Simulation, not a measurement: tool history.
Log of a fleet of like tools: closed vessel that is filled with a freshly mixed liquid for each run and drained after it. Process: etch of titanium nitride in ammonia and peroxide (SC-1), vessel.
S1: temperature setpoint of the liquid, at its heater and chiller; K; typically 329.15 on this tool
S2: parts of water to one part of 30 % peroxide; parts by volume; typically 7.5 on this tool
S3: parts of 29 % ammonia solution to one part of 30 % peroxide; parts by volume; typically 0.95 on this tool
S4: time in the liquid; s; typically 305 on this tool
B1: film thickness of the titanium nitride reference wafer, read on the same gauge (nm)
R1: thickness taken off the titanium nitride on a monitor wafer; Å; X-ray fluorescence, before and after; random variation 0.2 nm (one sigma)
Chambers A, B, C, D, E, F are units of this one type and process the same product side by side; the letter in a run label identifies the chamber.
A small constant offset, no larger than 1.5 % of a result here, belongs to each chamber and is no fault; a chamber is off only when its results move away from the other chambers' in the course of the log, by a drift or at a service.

run   hour      S1   S2    S3   S4      B1      R1
 1E    5.9  329.15  7.5  0.95  305  80.021  461.08
 2D   14.5  329.15  7.5  0.95  305  80.032  469.53
      14.8  -- chamber A: new drum of ammonia solution connected
 3A   22.4  329.15  7.5  0.95  305      80  463.56
 4B   28.3  329.15  7.5  0.95  305  80.036  461.24
 5F     33  329.15  7.5  0.95  305  80.016   465.2
 6C   41.1  329.15  7.5  0.95  305  79.993  461.18
 7D   46.3  329.15  7.5  0.95  305  80.002  464.21
      54.1  -- chamber F: new drum of ammonia solution connected
 8A   54.4  329.15  7.5  0.95  305   80.01  461.97
      57.1  -- chamber D: thermometer replaced
 9F   59.3  329.15  7.5  0.95  305  79.995  463.17
10C   64.7  329.15  7.5  0.95  305  79.957  464.27
11E   69.7  329.15  7.5  0.95  305  80.036  455.05
12B   74.4  323.15  7.5  0.95  305  79.969  307.27
      75.6  -- chamber E: thermometer replaced
13F   78.5  323.15  7.5  0.95  305  79.969  308.08
14A   86.8  323.15  7.5  0.95  305  79.988     312
15E   92.6  323.15  7.5  0.95  305  79.971  305.23
16C   96.8  323.15  7.5  0.95  305  80.001  307.46
17B  103.5  323.15  7.5  0.95  305  80.042  306.94
18D  109.8  329.15  7.5  0.95  305  79.972  470.79
19A  116.8  335.65  7.5  0.75  305  79.993   684.2
20C  122.6  335.65  7.5  0.75  305  79.981   685.2
     122.9  -- chamber E: new drum of ammonia solution connected
21E  130.1  335.65  7.5  0.75  305  80.004   674.4
22D    136  335.65  7.5  0.75  305  79.984   693.1
23F  143.5  335.65  7.5  0.75  305  80.013  686.93
24B  150.1  335.65  7.5  0.75  305  80.009  674.76
25B    156  329.15    5   1.2  305  79.986  567.07
26A  164.8  329.15    5   1.2  305   79.99  573.35
     172.2  -- chamber D: new drum of ammonia solution connected
27F  172.7  329.15    5   1.2  305  80.015  571.95
28D  177.9  329.15    5   1.2  305  80.039  572.48
29C  186.3  329.15    5   1.2  305  79.968  572.49
     189.6  -- chamber B: thermometer replaced
30E  193.9  329.15    5   1.2  305   80.05  567.01
31F    199  335.15    5  0.95  305  80.027  833.28
32E  206.5  335.15    5  0.95  305  80.004  810.13
33A  211.3  335.15    5  0.95  305   80.02  829.12
34C  218.5  335.15    5  0.95  305   80.01  824.49
35D  223.9  335.15    5  0.95  305  80.009  830.82
36B  228.1  335.15    5  0.95  305  79.998   821.7
37C  233.5  329.15  7.5  0.95  305  80.013  462.16
38A  239.7  329.15  7.5  0.95  305  80.041  465.06
39E  244.3  329.15  7.5  0.95  305  79.976  456.94
40B  250.8  323.15  7.5  0.95  190  80.067  193.39

What goes on in this fleet: one chamber off, a drifting gauge, or nothing beyond the chambers' own small offsets? Name the chamber and the cause, if any.

Nothing is wrong: each chamber keeps only its own small, steady offset and the gauge holds still.
